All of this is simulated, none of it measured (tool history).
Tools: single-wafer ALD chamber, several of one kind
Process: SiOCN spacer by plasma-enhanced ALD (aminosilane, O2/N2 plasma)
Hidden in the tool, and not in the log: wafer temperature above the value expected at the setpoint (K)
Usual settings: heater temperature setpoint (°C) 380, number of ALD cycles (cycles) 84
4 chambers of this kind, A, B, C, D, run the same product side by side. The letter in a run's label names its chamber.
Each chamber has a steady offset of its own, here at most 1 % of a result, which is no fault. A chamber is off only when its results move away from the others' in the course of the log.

run,hour,heater temperature setpoint (°C),number of ALD cycles (cycles),hours since the last thermocouple change,"read-back reference wafer on the same gauge, thickness_nm",mean film thickness on the monitor wafer (Å)
1A,4.5,380,84,76.6,5.5896,51.016
2D,9.9,380,84,1745.9,5.5888,50.966
3C,14.6,380,84,150.8,5.5880,50.438
4B,18.7,380,84,737.2,5.5860,50.654
5D,24.4,380,84,1760.4,5.5843,50.912
6C,28.1,380,84,164.3,5.5834,50.372
7A,31.9,380,84,104.0,5.5824,50.969
8B,35.5,380,84,754.0,5.5804,50.514
9B,38.5,380,84,757.0,5.5795,50.649
10D,42.7,380,84,1778.7,5.5811,50.768
11A,46.9,380,84,119.0,5.5788,50.947
12C,52.2,380,84,188.4,5.5786,50.400
13A,55.0,380,84,127.1,5.5781,50.859
14B,59.8,380,84,778.3,5.5743,50.564
15C,63.8,380,84,200.0,5.5757,50.346
16D,66.8,380,84,1802.8,5.5746,50.786
17A,71.2,380,84,143.3,5.5742,50.878
18B,74.9,380,84,793.4,5.5734,50.592
19D,80.4,380,84,1816.4,5.5704,50.839
20C,83.1,380,84,219.3,5.5714,50.299
21B,87.1,380,84,805.6,5.5700,50.538
22D,92.0,380,84,1828.0,5.5694,50.700
23C,95.3,380,84,231.5,5.5675,50.254
24A,100.1,380,84,172.2,5.5662,50.916

What goes on in this fleet: one chamber off, a drifting gauge, or nothing beyond the chambers' own small offsets? Name the chamber and the cause, if any.

The gauge drifts, so all chambers seem to drift together. No chamber is off.
Cause: gauge reads low (%) = 0.433.

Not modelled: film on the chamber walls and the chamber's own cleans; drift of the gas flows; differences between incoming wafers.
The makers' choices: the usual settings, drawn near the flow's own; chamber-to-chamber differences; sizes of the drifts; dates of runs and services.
